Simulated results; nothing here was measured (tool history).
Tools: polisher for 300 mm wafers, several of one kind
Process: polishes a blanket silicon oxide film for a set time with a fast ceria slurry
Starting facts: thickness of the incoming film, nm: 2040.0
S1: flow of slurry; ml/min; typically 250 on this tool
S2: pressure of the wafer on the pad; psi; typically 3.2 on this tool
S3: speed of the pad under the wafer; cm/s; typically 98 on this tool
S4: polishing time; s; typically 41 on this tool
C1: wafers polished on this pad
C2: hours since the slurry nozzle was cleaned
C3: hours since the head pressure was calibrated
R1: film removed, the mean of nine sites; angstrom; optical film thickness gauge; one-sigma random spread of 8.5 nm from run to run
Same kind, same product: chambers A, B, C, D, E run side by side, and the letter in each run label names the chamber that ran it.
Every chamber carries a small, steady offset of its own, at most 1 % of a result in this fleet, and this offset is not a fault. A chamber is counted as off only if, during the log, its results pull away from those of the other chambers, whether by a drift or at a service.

Run 1D, hour 2.8: usual settings; C1 1078; C2 90.8; C3 121.0. Result: R1 6033.2 angstrom.
Run 2E, hour 7.0: usual settings; C1 1156; C2 24.2; C3 60.6. Result: R1 6169.0 angstrom.
Run 3C, hour 9.9: usual settings; C1 180; C2 733.9; C3 375.6. Result: R1 5968.4 angstrom.
At hour 10.6: chamber A: worn pad replaced by a new one.
Run 4B, hour 12.3: usual settings; C1 277; C2 108.2; C3 66.5. Result: R1 6148.1 angstrom.
Run 5A, hour 16.3: usual settings; C1 76; C2 754.6; C3 734.2. Result: R1 6153.9 angstrom.
At hour 18.6: chamber D: worn pad replaced by a new one.
Run 6A, hour 19.8: usual settings but S2 3.6 psi, S3 66 cm/s; C1 123; C2 758.1; C3 737.7. Result: R1 4520.3 angstrom.
Run 7B, hour 22.5: usual settings but S2 3.6 psi, S3 66 cm/s; C1 413; C2 118.4; C3 76.7. Result: R1 4744.4 angstrom.
Run 8C, hour 26.4: usual settings but S2 3.6 psi, S3 66 cm/s; C1 400; C2 750.4; C3 392.1. Result: R1 4718.6 angstrom.
Run 9E, hour 28.5: usual settings but S2 3.6 psi, S3 66 cm/s; C1 1442; C2 45.7; C3 82.1. Result: R1 4597.5 angstrom.
At hour 30.9: chamber E: worn pad replaced by a new one.
Run 10D, hour 32.7: usual settings but S2 3.6 psi, S3 66 cm/s; C1 188; C2 120.7; C3 150.9. Result: R1 4551.2 angstrom.
Run 11B, hour 36.7: usual settings; C1 601; C2 132.6; C3 90.9. Result: R1 6026.6 angstrom.
Run 12A, hour 40.0: usual settings; C1 391; C2 778.3; C3 757.9. Result: R1 6020.1 angstrom.
Run 13C, hour 43.0: usual settings; C1 621; C2 767.0; C3 408.7. Result: R1 6235.5 angstrom.
Run 14D, hour 46.1: usual settings; C1 367; C2 134.1; C3 164.3. Result: R1 5947.7 angstrom.
Run 15E, hour 50.2: usual settings; C1 257; C2 67.4; C3 103.8. Result: R1 6126.5 angstrom.
Run 16D, hour 53.5: usual settings; C1 465; C2 141.5; C3 171.7. Result: R1 6210.7 angstrom.
At hour 53.7: chamber A: worn pad replaced by a new one.
Run 17C, hour 56.0: usual settings; C1 794; C2 780.0; C3 421.7. Result: R1 6368.5 angstrom.
Run 18B, hour 58.5: usual settings but S2 3.9 psi; C1 892; C2 154.4; C3 112.7. Result: R1 7372.7 angstrom.
At hour 60.8: chamber C: worn pad replaced by a new one.
Run 19E, hour 62.6: usual settings but S2 3.9 psi; C1 422; C2 79.8; C3 116.2. Result: R1 7392.6 angstrom.
Run 20A, hour 65.6: usual settings but S2 3.9 psi; C1 158; C2 803.9; C3 783.5. Result: R1 7364.0 angstrom.
Run 21D, hour 69.9: usual settings but S2 3.9 psi; C1 683; C2 157.9; C3 188.1. Result: R1 7284.0 angstrom.
Run 22C, hour 72.5: usual settings but S2 3.9 psi; C1 156; C2 796.5; C3 438.2. Result: R1 7792.2 angstrom.
At hour 73.0: chamber B: worn pad replaced by a new one.
Run 23A, hour 75.0: usual settings; C1 283; C2 813.3; C3 792.9. Result: R1 5958.5 angstrom.
Run 24B, hour 78.2: usual settings; C1 70; C2 174.1; C3 132.4. Result: R1 6110.6 angstrom.
Run 25E, hour 82.2: usual settings; C1 683; C2 99.4; C3 135.8. Result: R1 5935.4 angstrom.
At hour 83.6: chamber A: head pressure recalibrated.
Run 26B, hour 84.6: usual settings; C1 155; C2 180.5; C3 138.8. Result: R1 6143.2 angstrom.
Run 27E, hour 86.8: usual settings; C1 744; C2 104.0; C3 140.4. Result: R1 6159.9 angstrom.
Run 28D, hour 89.7: usual settings; C1 947; C2 177.7; C3 207.9. Result: R1 6228.8 angstrom.
At hour 90.6: chamber A: worn pad replaced by a new one.
Run 29C, hour 92.0: usual settings; C1 415; C2 816.0; C3 457.7. Result: R1 6681.6 angstrom.
Run 30A, hour 94.9: usual settings; C1 58; C2 833.2; C3 11.4. Result: R1 6179.5 angstrom.

The same settings go to every chamber for the next run, one line per chamber below. Forecast the results for each:
Run 31A, hour 98.0: usual settings. Result: R1 ?.
Run 31B, hour 98.0: usual settings. Result: R1 ?.
Run 31C, hour 98.0: usual settings. Result: R1 ?.
Run 31D, hour 98.0: usual settings. Result: R1 ?.
Run 31E, hour 98.0: usual settings. Result: R1 ?.

run      R1
31A  6124.1
31B  6052.9
31C  6683.5
31D  6176.5
31E  6096.5
